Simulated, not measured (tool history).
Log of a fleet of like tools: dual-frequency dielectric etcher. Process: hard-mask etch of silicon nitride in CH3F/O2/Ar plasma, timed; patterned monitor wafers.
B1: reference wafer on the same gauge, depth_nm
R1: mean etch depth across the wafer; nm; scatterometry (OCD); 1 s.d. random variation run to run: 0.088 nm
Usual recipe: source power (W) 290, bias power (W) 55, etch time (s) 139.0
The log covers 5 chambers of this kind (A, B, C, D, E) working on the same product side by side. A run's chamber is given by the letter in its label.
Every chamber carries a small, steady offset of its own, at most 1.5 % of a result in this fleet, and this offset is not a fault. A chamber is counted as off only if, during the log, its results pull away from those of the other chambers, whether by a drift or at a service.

{"run": "1A", "hour": 7.6, "source power (W)": 290, "bias power (W)": 55, "etch time (s)": 139.0, "B1": 86.726, "R1": 78.563}
{"run": "2E", "hour": 14.5, "source power (W)": 290, "bias power (W)": 55, "etch time (s)": 139.0, "B1": 86.716, "R1": 78.578}
{"run": "3C", "hour": 21.9, "source power (W)": 290, "bias power (W)": 55, "etch time (s)": 139.0, "B1": 86.723, "R1": 78.798}
{"run": "4B", "hour": 28.1, "source power (W)": 290, "bias power (W)": 55, "etch time (s)": 139.0, "B1": 86.755, "R1": 77.404}
{"run": "5D", "hour": 36.6, "source power (W)": 290, "bias power (W)": 55, "etch time (s)": 139.0, "B1": 86.749, "R1": 78.512}
{"run": "6D", "hour": 46.8, "source power (W)": 290, "bias power (W)": 55, "etch time (s)": 102.5, "B1": 86.788, "R1": 57.832}
{"run": "7E", "hour": 56.2, "source power (W)": 290, "bias power (W)": 55, "etch time (s)": 102.5, "B1": 86.785, "R1": 57.993}
{"run": "8B", "hour": 62.1, "source power (W)": 290, "bias power (W)": 55, "etch time (s)": 102.5, "B1": 86.774, "R1": 57.257}
{"run": "9A", "hour": 70.5, "source power (W)": 290, "bias power (W)": 55, "etch time (s)": 102.5, "B1": 86.775, "R1": 57.997}
{"run": "10C", "hour": 79.9, "source power (W)": 290, "bias power (W)": 55, "etch time (s)": 102.5, "B1": 86.775, "R1": 58.09}
{"run": "11E", "hour": 85.1, "source power (W)": 290, "bias power (W)": 55, "etch time (s)": 139.0, "B1": 86.803, "R1": 78.682}
{"run": "12B", "hour": 94.8, "source power (W)": 290, "bias power (W)": 55, "etch time (s)": 139.0, "B1": 86.806, "R1": 77.786}
{"run": "13C", "hour": 103.8, "source power (W)": 290, "bias power (W)": 55, "etch time (s)": 112.0, "B1": 86.831, "R1": 63.376}
{"run": "14A", "hour": 112.8, "source power (W)": 290, "bias power (W)": 55, "etch time (s)": 112.0, "B1": 86.852, "R1": 63.383}
{"hour": 115.0, "done": "chamber A: wet clean of the chamber"}
{"run": "15D", "hour": 121.1, "source power (W)": 290, "bias power (W)": 55, "etch time (s)": 112.0, "B1": 86.864, "R1": 63.421}
{"hour": 123.6, "done": "chamber A: source power generator calibrated"}
{"run": "16B", "hour": 130.2, "source power (W)": 290, "bias power (W)": 55, "etch time (s)": 112.0, "B1": 86.858, "R1": 62.584}
{"run": "17D", "hour": 138.8, "source power (W)": 290, "bias power (W)": 55, "etch time (s)": 112.0, "B1": 86.853, "R1": 63.211}
{"run": "18A", "hour": 148.4, "source power (W)": 290, "bias power (W)": 55, "etch time (s)": 139.0, "B1": 86.843, "R1": 78.748}
{"run": "19E", "hour": 155.2, "source power (W)": 310, "bias power (W)": 63, "etch time (s)": 139.0, "B1": 86.913, "R1": 84.493}
{"run": "20C", "hour": 164.1, "source power (W)": 310, "bias power (W)": 63, "etch time (s)": 139.0, "B1": 86.885, "R1": 84.824}
{"run": "21D", "hour": 173.2, "source power (W)": 310, "bias power (W)": 63, "etch time (s)": 139.0, "B1": 86.925, "R1": 84.501}
{"run": "22A", "hour": 180.7, "source power (W)": 310, "bias power (W)": 63, "etch time (s)": 139.0, "B1": 86.938, "R1": 84.634}
{"run": "23C", "hour": 186.2, "source power (W)": 310, "bias power (W)": 63, "etch time (s)": 139.0, "B1": 86.935, "R1": 84.857}
{"run": "24B", "hour": 191.6, "source power (W)": 290, "bias power (W)": 55, "etch time (s)": 139.0, "B1": 86.944, "R1": 77.799}
{"run": "25E", "hour": 197.9, "source power (W)": 290, "bias power (W)": 55, "etch time (s)": 139.0, "B1": 86.938, "R1": 78.78}
{"run": "26E", "hour": 204.0, "source power (W)": 290, "bias power (W)": 55, "etch time (s)": 139.0, "B1": 86.954, "R1": 78.64}
{"run": "27B", "hour": 208.7, "source power (W)": 290, "bias power (W)": 55, "etch time (s)": 139.0, "B1": 86.963, "R1": 77.643}
{"hour": 211.8, "done": "chamber D: wet clean of the chamber"}
{"run": "28D", "hour": 215.8, "source power (W)": 290, "bias power (W)": 55, "etch time (s)": 139.0, "B1": 86.97, "R1": 78.782}
{"run": "29A", "hour": 226.2, "source power (W)": 260, "bias power (W)": 55, "etch time (s)": 178.0, "B1": 86.979, "R1": 96.654}
{"run": "30C", "hour": 233.7, "source power (W)": 260, "bias power (W)": 55, "etch time (s)": 178.0, "B1": 86.984, "R1": 96.849}
{"run": "31B", "hour": 241.3, "source power (W)": 260, "bias power (W)": 55, "etch time (s)": 178.0, "B1": 86.982, "R1": 95.595}
{"run": "32D", "hour": 250.6, "source power (W)": 260, "bias power (W)": 55, "etch time (s)": 178.0, "B1": 87.013, "R1": 96.604}
{"run": "33A", "hour": 259.3, "source power (W)": 260, "bias power (W)": 55, "etch time (s)": 178.0, "B1": 87.044, "R1": 96.775}
{"hour": 264.2, "done": "chamber C: wet clean of the chamber"}
{"hour": 267.5, "done": "chamber E: wet clean of the chamber"}
{"run": "34C", "hour": 268.6, "source power (W)": 290, "bias power (W)": 55, "etch time (s)": 139.0, "B1": 87.038, "R1": 79.0}
{"run": "35E", "hour": 276.4, "source power (W)": 290, "bias power (W)": 55, "etch time (s)": 139.0, "B1": 87.056, "R1": 78.715}
{"run": "36E", "hour": 281.2, "source power (W)": 290, "bias power (W)": 55, "etch time (s)": 139.0, "B1": 87.033, "R1": 78.857}
{"run": "37A", "hour": 286.7, "source power (W)": 290, "bias power (W)": 61, "etch time (s)": 109.5, "B1": 87.043, "R1": 64.343}
{"run": "38C", "hour": 293.2, "source power (W)": 290, "bias power (W)": 61, "etch time (s)": 109.5, "B1": 87.052, "R1": 64.52}
{"run": "39D", "hour": 297.9, "source power (W)": 290, "bias power (W)": 61, "etch time (s)": 109.5, "B1": 87.084, "R1": 64.318}
{"run": "40B", "hour": 304.4, "source power (W)": 290, "bias power (W)": 61, "etch time (s)": 109.5, "B1": 87.088, "R1": 63.578}
{"run": "41C", "hour": 311.0, "source power (W)": 290, "bias power (W)": 61, "etch time (s)": 109.5, "B1": 87.103, "R1": 64.498}

The same settings go to every chamber for the next run, one line per chamber below. Forecast the results for each:
{"run": "42A", "hour": 318.5, "source power (W)": 290, "bias power (W)": 55, "etch time (s)": 139.0, "R1": "?"}
{"run": "42B", "hour": 318.5, "source power (W)": 290, "bias power (W)": 55, "etch time (s)": 139.0, "R1": "?"}
{"run": "42C", "hour": 318.5, "source power (W)": 290, "bias power (W)": 55, "etch time (s)": 139.0, "R1": "?"}
{"run": "42D", "hour": 318.5, "source power (W)": 290, "bias power (W)": 55, "etch time (s)": 139.0, "R1": "?"}
{"run": "42E", "hour": 318.5, "source power (W)": 290, "bias power (W)": 55, "etch time (s)": 139.0, "R1": "?"}

run=42A R1=78.862
run=42B R1=77.963
run=42C R1=79.154
run=42D R1=78.983
run=42E R1=78.972

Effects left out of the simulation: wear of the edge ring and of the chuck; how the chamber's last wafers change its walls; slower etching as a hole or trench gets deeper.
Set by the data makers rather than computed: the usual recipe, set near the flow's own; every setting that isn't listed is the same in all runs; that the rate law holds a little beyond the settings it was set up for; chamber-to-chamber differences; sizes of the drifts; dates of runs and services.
